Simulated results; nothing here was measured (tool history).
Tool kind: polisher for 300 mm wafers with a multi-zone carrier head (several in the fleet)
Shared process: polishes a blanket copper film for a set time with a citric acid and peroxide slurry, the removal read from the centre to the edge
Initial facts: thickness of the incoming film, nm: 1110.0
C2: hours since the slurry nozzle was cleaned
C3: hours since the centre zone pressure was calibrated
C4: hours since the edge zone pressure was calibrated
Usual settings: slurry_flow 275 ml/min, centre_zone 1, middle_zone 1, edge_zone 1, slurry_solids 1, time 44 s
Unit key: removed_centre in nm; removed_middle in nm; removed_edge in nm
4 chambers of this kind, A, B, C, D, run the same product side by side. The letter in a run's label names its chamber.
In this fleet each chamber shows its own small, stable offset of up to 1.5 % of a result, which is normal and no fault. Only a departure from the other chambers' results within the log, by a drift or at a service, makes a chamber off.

Run 1D, day 0.367: usual settings; wafers polished on this pad 1254; C2 117.3; C3 586.5; C4 881.2. Result: removed_centre 114.29 nm, removed_middle 108.94 nm, removed_edge 112.18 nm.
At day 0.458: chamber D: worn pad replaced by a new one.
Run 2C, day 0.8: usual settings; wafers polished on this pad 494; C2 686.5; C3 408.2; C4 280.2. Result: removed_centre 114.25 nm, removed_middle 111.11 nm, removed_edge 108.16 nm.
Run 3B, day 1.179: usual settings; wafers polished on this pad 941; C2 592.9; C3 396.7; C4 770. Result: removed_centre 109.73 nm, removed_middle 109.29 nm, removed_edge 111.35 nm.
At day 1.246: chamber B: worn pad replaced by a new one.
Run 4A, day 1.708: usual settings; wafers polished on this pad 759; C2 463; C3 213.5; C4 927.8. Result: removed_centre 110.78 nm, removed_middle 111.88 nm, removed_edge 111.43 nm.
Run 5B, day 2.058: usual settings; wafers polished on this pad 165; C2 614; C3 417.8; C4 791.1. Result: removed_centre 109.72 nm, removed_middle 110.27 nm, removed_edge 111.75 nm.
Run 6D, day 2.433: usual settings but slurry_flow 325 ml/min, centre_zone 1.11; wafers polished on this pad 402; C2 166.9; C3 636.1; C4 930.8. Result: removed_centre 126.18 nm, removed_middle 115.19 nm, removed_edge 112.29 nm.
Run 7C, day 2.742: usual settings but slurry_flow 325 ml/min, centre_zone 1.11; wafers polished on this pad 888; C2 733.1; C3 454.8; C4 326.8. Result: removed_centre 127.71 nm, removed_middle 113.88 nm, removed_edge 110.4 nm.
Run 8A, day 3.121: usual settings but slurry_flow 325 ml/min, centre_zone 1.11; wafers polished on this pad 1046; C2 496.9; C3 247.4; C4 961.7. Result: removed_centre 122.97 nm, removed_middle 113.73 nm, removed_edge 111.83 nm.
At day 3.188: chamber C: worn pad replaced by a new one.
Run 9B, day 3.562: usual settings but slurry_flow 325 ml/min, centre_zone 1.11; wafers polished on this pad 471; C2 650.1; C3 453.9; C4 827.2. Result: removed_centre 125.44 nm, removed_middle 110.96 nm, removed_edge 112.25 nm.
At day 3.671: chamber C: centre zone pressure recalibrated.
At day 3.817: chamber A: edge zone pressure recalibrated.
Run 10D, day 3.912: usual settings; wafers polished on this pad 702; C2 202.4; C3 671.6; C4 966.3. Result: removed_centre 107.27 nm, removed_middle 108.74 nm, removed_edge 112.95 nm.
Run 11A, day 4.362: usual settings; wafers polished on this pad 1299; C2 526.7; C3 277.2; C4 13.1. Result: removed_centre 110.69 nm, removed_middle 110.88 nm, removed_edge 109.79 nm.
Run 12C, day 4.717: usual settings; wafers polished on this pad 311; C2 780.5; C3 25.1; C4 374.2. Result: removed_centre 110.71 nm, removed_middle 111.63 nm, removed_edge 110.63 nm.
Run 13A, day 5.175: usual settings but centre_zone 0.95, slurry_solids 0.8; wafers polished on this pad 1464; C2 546.2; C3 296.7; C4 32.6. Result: removed_centre 102.22 nm, removed_middle 105.92 nm, removed_edge 105.74 nm.
Run 14D, day 5.525: usual settings but centre_zone 0.95, slurry_solids 0.8; wafers polished on this pad 1030; C2 241.1; C3 710.3; C4 1005. Result: removed_centre 101.42 nm, removed_middle 106.85 nm, removed_edge 106.45 nm.
At day 5.696: chamber B: worn pad replaced by a new one.
At day 5.929: chamber D: worn pad replaced by a new one.
Run 15B, day 6.054: usual settings but centre_zone 0.95, slurry_solids 0.8; wafers polished on this pad 73; C2 709.9; C3 513.7; C4 887. Result: removed_centre 102.94 nm, removed_middle 104.67 nm, removed_edge 106.05 nm.
At day 6.375: chamber C: slurry nozzle cleaned.
Run 16C, day 6.392: usual settings but centre_zone 0.95, slurry_solids 0.8; wafers polished on this pad 652; C2 0.4; C3 65.3; C4 414.4. Result: removed_centre 99.228 nm, removed_middle 105.88 nm, removed_edge 104.18 nm.
Run 17A, day 6.658: usual settings; wafers polished on this pad 1766; C2 581.8; C3 332.3; C4 68.2. Result: removed_centre 110.56 nm, removed_middle 109.62 nm, removed_edge 108.24 nm.
Run 18D, day 6.954: usual settings; wafers polished on this pad 208; C2 275.4; C3 744.6; C4 1039.3. Result: removed_centre 115.68 nm, removed_middle 113.3 nm, removed_edge 110.59 nm.
Run 19C, day 7.358: usual settings; wafers polished on this pad 848; C2 23.6; C3 88.5; C4 437.6. Result: removed_centre 110.14 nm, removed_middle 109.97 nm, removed_edge 109.45 nm.
Run 20B, day 7.704: usual settings; wafers polished on this pad 408; C2 749.5; C3 553.3; C4 926.6. Result: removed_centre 113.43 nm, removed_middle 107.56 nm, removed_edge 111.13 nm.
Run 21D, day 8.225: usual settings but time 37 s; wafers polished on this pad 467; C2 305.9; C3 775.1; C4 1069.8. Result: removed_centre 94.48 nm, removed_middle 94.06 nm, removed_edge 93.166 nm.
At day 8.246: chamber C: worn pad replaced by a new one.
Run 22A, day 8.567: usual settings but time 37 s; wafers polished on this pad 2154; C2 627.6; C3 378.1; C4 114. Result: removed_centre 89.671 nm, removed_middle 90.181 nm, removed_edge 89.824 nm.
Run 23C, day 9.012: usual settings but time 37 s; wafers polished on this pad 156; C2 63.3; C3 128.2; C4 477.3. Result: removed_centre 94.202 nm, removed_middle 96.772 nm, removed_edge 90.239 nm.
Run 24B, day 9.367: usual settings but time 37 s; wafers polished on this pad 746; C2 789.4; C3 593.2; C4 966.5. Result: removed_centre 92.604 nm, removed_middle 93.602 nm, removed_edge 94.579 nm.
Run 25D, day 9.9: usual settings but slurry_solids 0.75; wafers polished on this pad 807; C2 346.1; C3 815.3; C4 1110. Result: removed_centre 106.58 nm, removed_middle 107.03 nm, removed_edge 104.73 nm.
Run 26A, day 10.242: usual settings but slurry_solids 0.75; wafers polished on this pad 2494; C2 667.8; C3 418.3; C4 154.2. Result: removed_centre 98.112 nm, removed_middle 101.69 nm, removed_edge 98.376 nm.
At day 10.367: chamber B: slurry nozzle cleaned.
At day 10.6: chamber B: worn pad replaced by a new one.
Run 27B, day 10.758: usual settings but slurry_solids 0.75; wafers polished on this pad 32; C2 9.4; C3 626.6; C4 999.9. Result: removed_centre 104.57 nm, removed_middle 101.04 nm, removed_edge 104.48 nm.
Run 28C, day 11.238: usual settings but slurry_solids 0.75; wafers polished on this pad 608; C2 116.7; C3 181.6; C4 530.7. Result: removed_centre 107.46 nm, removed_middle 106.13 nm, removed_edge 104 nm.
Run 29B, day 11.504: usual settings but time 39 s; wafers polished on this pad 184; C2 27.3; C3 644.5; C4 1017.8. Result: removed_centre 97.622 nm, removed_middle 100.39 nm, removed_edge 98.965 nm.
At day 11.925: chamber D: worn pad replaced by a new one.
Run 30C, day 11.979: usual settings but time 39 s; wafers polished on this pad 759; C2 134.5; C3 199.4; C4 548.5. Result: removed_centre 99.277 nm, removed_middle 100.55 nm, removed_edge 98.202 nm.
At day 12.058: chamber B: edge zone pressure recalibrated.
Run 31A, day 12.354: usual settings but time 39 s; wafers polished on this pad 2924; C2 718.5; C3 469; C4 204.9. Result: removed_centre 92.382 nm, removed_middle 92.343 nm, removed_edge 91.866 nm.
Run 32D, day 12.746: usual settings but time 39 s; wafers polished on this pad 167; C2 414.4; C3 883.6; C4 1178.3. Result: removed_centre 98.207 nm, removed_middle 98.978 nm, removed_edge 99.193 nm.
Run 33D, day 13.079: usual settings; wafers polished on this pad 235; C2 422.4; C3 891.6; C4 1186.3. Result: removed_centre 110.05 nm, removed_middle 109.65 nm, removed_edge 111.25 nm.
Run 34B, day 13.383: usual settings; wafers polished on this pad 566; C2 72.4; C3 689.6; C4 31.8. Result: removed_centre 112.71 nm, removed_middle 113.51 nm, removed_edge 109.77 nm.
Run 35A, day 13.862: usual settings; wafers polished on this pad 3230; C2 754.7; C3 505.2; C4 241.1. Result: removed_centre 100.97 nm, removed_middle 101.76 nm, removed_edge 103.15 nm.

Next, all 4 chambers run the settings below, one line each with question marks for the results. What does each chamber give?
Run 36A, day 14.271: usual settings but edge_zone 0.91. Result: removed_centre ?, removed_middle ?, removed_edge ?.
Run 36B, day 14.271: usual settings but edge_zone 0.91. Result: removed_centre ?, removed_middle ?, removed_edge ?.
Run 36C, day 14.271: usual settings but edge_zone 0.91. Result: removed_centre ?, removed_middle ?, removed_edge ?.
Run 36D, day 14.271: usual settings but edge_zone 0.91. Result: removed_centre ?, removed_middle ?, removed_edge ?.

run  removed_centre  removed_middle  removed_edge
36A          102.65          102.03        95.091
36B          107.59          111.36         103.7
36C          110.74          107.69        103.51
36D          110.55          112.62        106.57
